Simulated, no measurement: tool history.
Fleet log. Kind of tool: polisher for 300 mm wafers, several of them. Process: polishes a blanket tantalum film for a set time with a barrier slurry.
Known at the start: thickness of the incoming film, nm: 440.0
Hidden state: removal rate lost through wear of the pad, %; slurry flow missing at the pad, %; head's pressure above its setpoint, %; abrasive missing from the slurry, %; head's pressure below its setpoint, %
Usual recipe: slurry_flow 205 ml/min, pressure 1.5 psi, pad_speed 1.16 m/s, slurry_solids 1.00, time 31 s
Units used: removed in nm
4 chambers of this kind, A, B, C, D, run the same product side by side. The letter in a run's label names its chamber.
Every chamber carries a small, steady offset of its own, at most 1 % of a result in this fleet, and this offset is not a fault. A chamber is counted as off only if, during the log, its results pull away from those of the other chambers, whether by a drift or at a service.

run	hour	slurry_flow	pressure	pad_speed	slurry_solids	time	wafers polished on this pad	hours since the slurry nozzle was cleaned	hours since the head pressure was calibrated	hours since the slurry blender was calibrated	removed
# hour 0.9: chamber B: worn pad replaced by a new one
# hour 5.1: chamber A: slurry blender recalibrated
1B	6.0	205	1.5	1.16	1.00	31	77	375.6	1175.5	422.4	52.349
# hour 7.2: chamber C: slurry nozzle cleaned
# hour 10.2: chamber A: worn pad replaced by a new one
2C	14.3	205	1.5	1.16	1.00	31	615	7.2	32.6	134.9	52.539
3A	19.9	205	1.5	1.16	1.00	31	144	188.4	156.2	14.8	53.204
# hour 22.7: chamber B: slurry blender recalibrated
4D	25.6	205	1.5	1.16	1.00	31	405	321.8	77.9	96.4	52.202
5C	31.0	205	1.5	1.46	1.00	35	863	23.9	49.3	151.6	75.087
6B	39.9	205	1.5	1.46	1.00	35	580	409.5	1209.4	17.2	74.577
# hour 42.7: chamber A: worn pad replaced by a new one
7A	44.6	205	1.5	1.46	1.00	35	28	213.1	180.9	39.5	74.856
# hour 51.0: chamber D: worn pad replaced by a new one
8D	53.7	205	1.5	1.46	1.00	35	40	349.9	106.0	124.5	74.360
# hour 55.8: chamber C: worn pad replaced by a new one
9D	57.7	205	1.9	1.16	1.00	31	100	353.9	110.0	128.5	66.416
10B	64.8	205	1.9	1.16	1.00	31	950	434.4	1234.3	42.1	66.182
# hour 72.8: chamber B: worn pad replaced by a new one
11A	73.1	205	1.9	1.16	1.00	31	452	241.6	209.4	68.0	67.487
# hour 75.6: chamber B: head pressure recalibrated
12C	77.6	205	1.9	1.16	1.00	31	324	70.5	95.9	198.2	67.236
# hour 78.5: chamber A: worn pad replaced by a new one
13B	81.8	205	1.5	1.16	1.20	41	133	451.4	6.3	59.1	68.339
14A	87.6	205	1.5	1.16	1.20	41	135	256.1	223.9	82.5	74.233
# hour 95.7: chamber D: worn pad replaced by a new one
15D	96.7	205	1.5	1.16	1.20	41	14	392.9	149.0	167.5	73.147
16C	103.1	205	1.5	1.16	1.20	41	702	96.0	121.4	223.7	73.706
17A	108.5	205	1.5	1.16	1.00	31	446	277.0	244.8	103.4	53.075
# hour 110.3: chamber D: slurry blender recalibrated
18C	113.3	205	2.0	1.16	1.00	31	854	106.2	131.6	233.9	70.520
# hour 118.6: chamber A: worn pad replaced by a new one
19D	121.5	205	2.0	1.16	1.00	31	383	417.7	173.8	11.2	70.189
20B	127.7	205	2.0	1.16	1.00	31	815	497.3	52.2	105.0	67.731
21A	135.8	205	2.0	1.16	1.00	31	256	304.3	272.1	130.7	71.323
# hour 142.0: chamber C: worn pad replaced by a new one
22C	142.8	205	1.5	1.16	1.00	31	12	135.7	161.1	263.4	53.237
# hour 143.8: chamber D: worn pad replaced by a new one
# hour 146.7: chamber B: worn pad replaced by a new one
23D	151.8	205	1.5	1.16	1.00	31	119	448.0	204.1	41.5	52.345
# hour 155.2: chamber A: worn pad replaced by a new one
24B	160.3	205	1.5	1.16	1.25	31	202	529.9	84.8	137.6	53.119
25A	165.2	205	1.5	1.16	1.25	31	149	333.7	301.5	160.1	56.182
26B	170.3	205	1.5	1.16	1.25	31	351	539.9	94.8	147.6	53.249
27D	178.0	205	1.5	1.16	1.25	31	508	474.2	230.3	67.7	55.455

Which is it: a chamber that has drifted or been left off by a service, a gauge drift common to all chambers, or only each chamber's usual small offset? If a chamber is off, name it and its likeliest cause.

Chamber B came out of a service off from its peers and stayed that way.
Cause: head's pressure below its setpoint, % = 4.5.

Below are 4 candidate recipes for chamber B's next run, each the usual settings with a change, their results shown as question marks. Which of them brings B's results back in line with what the other chambers give on the usual settings?
Counts as in line when no further than this from what the other chambers average on the usual settings: removed 1.200 nm
28B-1	184.6	180	1.5	1.16	0.80	31					?
28B-2	184.6	205	1.5	1.16	1.00	33					?
28B-3	184.6	205	1.5	1.14	1.00	30					?
28B-4	184.6	205	1.5	1.16	1.00	34					?

On the usual settings, the other chambers give on average: removed 52.719 nm
run	removed
28B-1	45.629
28B-2	53.031
28B-3	47.375
28B-4	54.638
It is 28B-2 that realigns the chamber with its peers.
